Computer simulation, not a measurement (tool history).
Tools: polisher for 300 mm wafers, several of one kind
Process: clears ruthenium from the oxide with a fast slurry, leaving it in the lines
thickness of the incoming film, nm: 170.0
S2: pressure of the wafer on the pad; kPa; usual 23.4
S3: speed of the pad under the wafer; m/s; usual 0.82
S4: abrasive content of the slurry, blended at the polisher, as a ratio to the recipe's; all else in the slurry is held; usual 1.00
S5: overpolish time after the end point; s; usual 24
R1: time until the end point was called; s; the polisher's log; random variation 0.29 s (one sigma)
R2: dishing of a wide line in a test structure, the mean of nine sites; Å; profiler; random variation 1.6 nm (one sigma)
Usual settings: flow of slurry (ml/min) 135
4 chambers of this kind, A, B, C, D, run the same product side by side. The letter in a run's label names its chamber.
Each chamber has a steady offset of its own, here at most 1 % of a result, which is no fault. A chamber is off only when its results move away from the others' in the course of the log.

Run 1A, hour 9.9: usual settings. Result: R1 35.875 s, R2 813.18 Å.
Run 2C, hour 17.1: usual settings. Result: R1 35.564 s, R2 802.24 Å.
Run 3B, hour 23.3: usual settings. Result: R1 36.456 s, R2 817.92 Å.
At hour 25.5: chamber B: worn pad replaced by a new one.
At hour 28.7: chamber C: worn pad replaced by a new one.
Run 4D, hour 35.2: usual settings. Result: R1 36.402 s, R2 825.98 Å.
Run 5A, hour 43.4: usual settings. Result: R1 35.918 s, R2 779.55 Å.
Run 6C, hour 55.3: usual settings but S4 1.15, S5 32 s. Result: R1 33.929 s, R2 1059.80 Å.
At hour 57.4: chamber B: slurry blender recalibrated.
Run 7B, hour 65.8: usual settings but S4 1.15, S5 32 s. Result: R1 34.117 s, R2 1056.70 Å.
Run 8D, hour 73.1: usual settings but S4 1.15, S5 32 s. Result: R1 33.988 s, R2 1079.60 Å.
Run 9A, hour 78.6: usual settings but S4 1.15, S5 32 s. Result: R1 34.254 s, R2 1021.10 Å.
At hour 87.3: chamber A: worn pad replaced by a new one.
At hour 89.0: chamber D: worn pad replaced by a new one.
Run 10C, hour 89.4: usual settings. Result: R1 35.482 s, R2 806.03 Å.
Run 11B, hour 96.4: usual settings. Result: R1 35.865 s, R2 818.94 Å.
At hour 108.7: chamber C: worn pad replaced by a new one.
Run 12D, hour 109.2: usual settings. Result: R1 36.171 s, R2 810.65 Å.
Run 13B, hour 114.8: usual settings. Result: R1 36.033 s, R2 799.76 Å.
At hour 115.3: chamber B: worn pad replaced by a new one.
Run 14D, hour 124.2: usual settings. Result: R1 35.935 s, R2 804.59 Å.
At hour 124.4: chamber D: slurry nozzle cleaned.
Run 15A, hour 131.9: usual settings. Result: R1 36.090 s, R2 805.51 Å.
Run 16C, hour 141.4: usual settings. Result: R1 35.866 s, R2 812.39 Å.
Run 17A, hour 148.1: usual settings. Result: R1 36.489 s, R2 832.14 Å.
Run 18D, hour 155.1: usual settings. Result: R1 36.018 s, R2 796.91 Å.
Run 19B, hour 168.0: usual settings. Result: R1 35.756 s, R2 792.48 Å.
At hour 173.6: chamber C: slurry nozzle cleaned.
At hour 175.5: chamber C: worn pad replaced by a new one.
Run 20C, hour 177.2: usual settings. Result: R1 35.532 s, R2 788.47 Å.
Run 21A, hour 183.0: usual settings. Result: R1 36.793 s, R2 788.31 Å.
Run 22D, hour 192.2: usual settings but S2 17.2 kPa, S5 37 s. Result: R1 49.428 s, R2 870.85 Å.
Run 23C, hour 201.7: usual settings but S2 17.2 kPa, S5 37 s. Result: R1 49.291 s, R2 889.95 Å.
Run 24B, hour 214.5: usual settings but S2 17.2 kPa, S5 37 s. Result: R1 49.068 s, R2 874.29 Å.
Run 25B, hour 222.6: usual settings but S2 17.2 kPa, S5 37 s. Result: R1 48.971 s, R2 876.94 Å.
At hour 229.8: chamber B: worn pad replaced by a new one.
At hour 232.4: chamber C: slurry blender recalibrated.
Run 26C, hour 232.9: usual settings. Result: R1 35.400 s, R2 807.02 Å.
Run 27D, hour 242.6: usual settings. Result: R1 36.159 s, R2 795.54 Å.
At hour 248.9: chamber C: worn pad replaced by a new one.
Run 28A, hour 253.0: usual settings but flow of slurry (ml/min) 175, S4 0.80. Result: R1 38.940 s, R2 755.53 Å.
Run 29B, hour 259.4: usual settings but flow of slurry (ml/min) 175, S4 0.80. Result: R1 38.761 s, R2 767.71 Å.
At hour 263.2: chamber A: slurry blender recalibrated.
At hour 268.7: chamber A: worn pad replaced by a new one.
Run 30A, hour 269.5: usual settings but flow of slurry (ml/min) 175, S4 0.80. Result: R1 38.554 s, R2 787.97 Å.
At hour 277.5: chamber D: worn pad replaced by a new one.
Run 31D, hour 280.6: usual settings but flow of slurry (ml/min) 175, S4 0.80. Result: R1 39.054 s, R2 770.67 Å.
Run 32C, hour 292.6: usual settings. Result: R1 36.147 s, R2 816.77 Å.
At hour 297.4: chamber C: head pressure recalibrated.
Run 33B, hour 299.4: usual settings. Result: R1 36.085 s, R2 816.89 Å.
Run 34C, hour 310.6: usual settings. Result: R1 36.300 s, R2 837.33 Å.
Run 35D, hour 322.2: usual settings. Result: R1 35.649 s, R2 819.29 Å.
Run 36A, hour 333.1: usual settings but S2 26.9 kPa, S3 0.98 m/s. Result: R1 26.622 s, R2 1028.90 Å.
Run 37D, hour 339.5: usual settings but S2 26.9 kPa, S3 0.98 m/s. Result: R1 26.362 s, R2 1049.80 Å.

Next, every chamber runs the same settings. What will each give?
Run 38A, hour 348.7: usual settings. Result: R1 ?, R2 ?.
Run 38B, hour 348.7: usual settings. Result: R1 ?, R2 ?.
Run 38C, hour 348.7: usual settings. Result: R1 ?, R2 ?.
Run 38D, hour 348.7: usual settings. Result: R1 ?, R2 ?.

run      R1      R2
38A  36.047  811.63
38B  36.085  789.06
38C  35.929  827.29
38D  36.369  810.11
